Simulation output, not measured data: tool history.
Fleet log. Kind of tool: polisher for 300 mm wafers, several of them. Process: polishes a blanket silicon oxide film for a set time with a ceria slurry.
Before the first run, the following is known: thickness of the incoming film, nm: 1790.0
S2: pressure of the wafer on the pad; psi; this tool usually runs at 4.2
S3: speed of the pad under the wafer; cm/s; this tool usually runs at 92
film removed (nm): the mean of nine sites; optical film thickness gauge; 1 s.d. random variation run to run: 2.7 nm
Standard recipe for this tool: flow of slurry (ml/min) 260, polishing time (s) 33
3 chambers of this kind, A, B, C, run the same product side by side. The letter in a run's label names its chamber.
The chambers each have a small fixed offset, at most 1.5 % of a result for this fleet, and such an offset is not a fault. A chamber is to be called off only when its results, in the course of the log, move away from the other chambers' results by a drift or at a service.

{"run": "1A", "hour": 9.6, "flow of slurry (ml/min)": 260, "S2": 4.2, "S3": 92, "polishing time (s)": 33, "film removed (nm)": 188.85}
{"run": "2C", "hour": 19.8, "flow of slurry (ml/min)": 260, "S2": 4.2, "S3": 92, "polishing time (s)": 33, "film removed (nm)": 190.85}
{"run": "3B", "hour": 25.8, "flow of slurry (ml/min)": 260, "S2": 4.2, "S3": 92, "polishing time (s)": 33, "film removed (nm)": 191.03}
{"run": "4A", "hour": 34.9, "flow of slurry (ml/min)": 260, "S2": 4.2, "S3": 92, "polishing time (s)": 33, "film removed (nm)": 195.02}
{"run": "5C", "hour": 42.1, "flow of slurry (ml/min)": 260, "S2": 4.2, "S3": 92, "polishing time (s)": 33, "film removed (nm)": 190.44}
{"hour": 46.3, "done": "chamber B: worn pad replaced by a new one"}
{"run": "6B", "hour": 48.6, "flow of slurry (ml/min)": 260, "S2": 4.2, "S3": 92, "polishing time (s)": 33, "film removed (nm)": 188.5}
{"run": "7B", "hour": 53.5, "flow of slurry (ml/min)": 260, "S2": 4.2, "S3": 92, "polishing time (s)": 23, "film removed (nm)": 135.21}
{"run": "8C", "hour": 61.9, "flow of slurry (ml/min)": 260, "S2": 4.2, "S3": 92, "polishing time (s)": 23, "film removed (nm)": 135.58}
{"run": "9A", "hour": 69.9, "flow of slurry (ml/min)": 260, "S2": 4.2, "S3": 92, "polishing time (s)": 23, "film removed (nm)": 134.21}
{"hour": 73.5, "done": "chamber C: worn pad replaced by a new one"}
{"run": "10A", "hour": 75.1, "flow of slurry (ml/min)": 260, "S2": 4.2, "S3": 92, "polishing time (s)": 33, "film removed (nm)": 193.46}
{"hour": 75.9, "done": "chamber A: worn pad replaced by a new one"}
{"run": "11B", "hour": 84.0, "flow of slurry (ml/min)": 260, "S2": 4.2, "S3": 92, "polishing time (s)": 33, "film removed (nm)": 188.79}
{"run": "12C", "hour": 94.4, "flow of slurry (ml/min)": 260, "S2": 4.2, "S3": 92, "polishing time (s)": 33, "film removed (nm)": 198.34}
{"hour": 98.2, "done": "chamber C: slurry nozzle cleaned"}
{"run": "13B", "hour": 99.5, "flow of slurry (ml/min)": 260, "S2": 4.2, "S3": 92, "polishing time (s)": 33, "film removed (nm)": 184.34}
{"run": "14A", "hour": 106.4, "flow of slurry (ml/min)": 260, "S2": 4.2, "S3": 92, "polishing time (s)": 33, "film removed (nm)": 195.97}
{"hour": 107.3, "done": "chamber B: head pressure recalibrated"}
{"run": "15C", "hour": 111.2, "flow of slurry (ml/min)": 260, "S2": 4.2, "S3": 92, "polishing time (s)": 33, "film removed (nm)": 191.23}
{"hour": 118.8, "done": "chamber B: worn pad replaced by a new one"}
{"run": "16C", "hour": 119.7, "flow of slurry (ml/min)": 260, "S2": 4.2, "S3": 92, "polishing time (s)": 33, "film removed (nm)": 195.83}
{"run": "17A", "hour": 129.0, "flow of slurry (ml/min)": 260, "S2": 4.2, "S3": 92, "polishing time (s)": 33, "film removed (nm)": 190.32}
{"run": "18B", "hour": 134.5, "flow of slurry (ml/min)": 260, "S2": 4.2, "S3": 92, "polishing time (s)": 33, "film removed (nm)": 189.78}
{"run": "19C", "hour": 143.7, "flow of slurry (ml/min)": 260, "S2": 4.2, "S3": 92, "polishing time (s)": 33, "film removed (nm)": 195.81}
{"run": "20A", "hour": 149.3, "flow of slurry (ml/min)": 260, "S2": 4.2, "S3": 92, "polishing time (s)": 33, "film removed (nm)": 193.68}
{"run": "21B", "hour": 159.5, "flow of slurry (ml/min)": 260, "S2": 4.2, "S3": 92, "polishing time (s)": 33, "film removed (nm)": 191.6}
{"hour": 166.2, "done": "chamber A: worn pad replaced by a new one"}
{"hour": 166.5, "done": "chamber A: slurry nozzle cleaned"}
{"run": "22C", "hour": 167.6, "flow of slurry (ml/min)": 260, "S2": 4.2, "S3": 92, "polishing time (s)": 33, "film removed (nm)": 191.91}
{"hour": 168.9, "done": "chamber B: slurry nozzle cleaned"}
{"run": "23A", "hour": 177.3, "flow of slurry (ml/min)": 260, "S2": 4.2, "S3": 92, "polishing time (s)": 33, "film removed (nm)": 187.06}
{"hour": 178.2, "done": "chamber B: worn pad replaced by a new one"}
{"hour": 181.6, "done": "chamber C: worn pad replaced by a new one"}
{"run": "24B", "hour": 187.5, "flow of slurry (ml/min)": 260, "S2": 4.2, "S3": 92, "polishing time (s)": 33, "film removed (nm)": 189.25}
{"run": "25A", "hour": 193.9, "flow of slurry (ml/min)": 260, "S2": 4.2, "S3": 92, "polishing time (s)": 33, "film removed (nm)": 195.77}
{"run": "26B", "hour": 198.7, "flow of slurry (ml/min)": 260, "S2": 4.2, "S3": 92, "polishing time (s)": 33, "film removed (nm)": 194.62}
{"run": "27C", "hour": 207.0, "flow of slurry (ml/min)": 260, "S2": 4.2, "S3": 92, "polishing time (s)": 33, "film removed (nm)": 195.6}
{"run": "28B", "hour": 217.0, "flow of slurry (ml/min)": 260, "S2": 4.2, "S3": 92, "polishing time (s)": 33, "film removed (nm)": 188.43}
{"run": "29C", "hour": 223.2, "flow of slurry (ml/min)": 260, "S2": 4.2, "S3": 92, "polishing time (s)": 33, "film removed (nm)": 194.64}
{"run": "30A", "hour": 230.3, "flow of slurry (ml/min)": 260, "S2": 4.2, "S3": 92, "polishing time (s)": 33, "film removed (nm)": 186.18}
{"run": "31A", "hour": 235.5, "flow of slurry (ml/min)": 260, "S2": 4.2, "S3": 92, "polishing time (s)": 33, "film removed (nm)": 193.59}
{"hour": 238.7, "done": "chamber B: worn pad replaced by a new one"}
{"run": "32C", "hour": 244.8, "flow of slurry (ml/min)": 260, "S2": 4.2, "S3": 92, "polishing time (s)": 33, "film removed (nm)": 193.74}
{"run": "33B", "hour": 252.7, "flow of slurry (ml/min)": 260, "S2": 4.2, "S3": 92, "polishing time (s)": 33, "film removed (nm)": 193.21}
{"hour": 261.7, "done": "chamber A: worn pad replaced by a new one"}
{"run": "34B", "hour": 262.3, "flow of slurry (ml/min)": 260, "S2": 4.2, "S3": 92, "polishing time (s)": 38, "film removed (nm)": 217.93}
{"run": "35C", "hour": 267.4, "flow of slurry (ml/min)": 260, "S2": 4.2, "S3": 92, "polishing time (s)": 38, "film removed (nm)": 218.79}
{"run": "36A", "hour": 274.9, "flow of slurry (ml/min)": 260, "S2": 4.2, "S3": 92, "polishing time (s)": 38, "film removed (nm)": 223.36}
{"run": "37B", "hour": 281.3, "flow of slurry (ml/min)": 260, "S2": 4.2, "S3": 92, "polishing time (s)": 33, "film removed (nm)": 185.7}
{"run": "38C", "hour": 289.6, "flow of slurry (ml/min)": 260, "S2": 4.2, "S3": 92, "polishing time (s)": 33, "film removed (nm)": 194.07}
{"hour": 289.8, "done": "chamber A: head pressure recalibrated"}
{"run": "39A", "hour": 295.7, "flow of slurry (ml/min)": 260, "S2": 4.2, "S3": 92, "polishing time (s)": 33, "film removed (nm)": 194.93}
{"hour": 299.4, "done": "chamber B: worn pad replaced by a new one"}
{"run": "40B", "hour": 304.6, "flow of slurry (ml/min)": 260, "S2": 4.2, "S3": 92, "polishing time (s)": 33, "film removed (nm)": 190.73}
{"hour": 309.4, "done": "chamber C: worn pad replaced by a new one"}
{"run": "41C", "hour": 309.9, "flow of slurry (ml/min)": 260, "S2": 4.2, "S3": 92, "polishing time (s)": 33, "film removed (nm)": 185.13}
{"run": "42A", "hour": 318.8, "flow of slurry (ml/min)": 260, "S2": 4.2, "S3": 92, "polishing time (s)": 33, "film removed (nm)": 192.9}
{"run": "43A", "hour": 329.1, "flow of slurry (ml/min)": 300, "S2": 4.2, "S3": 72, "polishing time (s)": 33, "film removed (nm)": 151.87}

Each of the 3 chambers runs these same settings next. Fill in every chamber's results:
{"run": "44A", "hour": 336.6, "flow of slurry (ml/min)": 260, "S2": 4.2, "S3": 92, "polishing time (s)": 33, "film removed (nm)": "?"}
{"run": "44B", "hour": 336.6, "flow of slurry (ml/min)": 260, "S2": 4.2, "S3": 92, "polishing time (s)": 33, "film removed (nm)": "?"}
{"run": "44C", "hour": 336.6, "flow of slurry (ml/min)": 260, "S2": 4.2, "S3": 92, "polishing time (s)": 33, "film removed (nm)": "?"}

run=44A film_removed_(nm)=187.62
run=44B film_removed_(nm)=189.21
run=44C film_removed_(nm)=191.71

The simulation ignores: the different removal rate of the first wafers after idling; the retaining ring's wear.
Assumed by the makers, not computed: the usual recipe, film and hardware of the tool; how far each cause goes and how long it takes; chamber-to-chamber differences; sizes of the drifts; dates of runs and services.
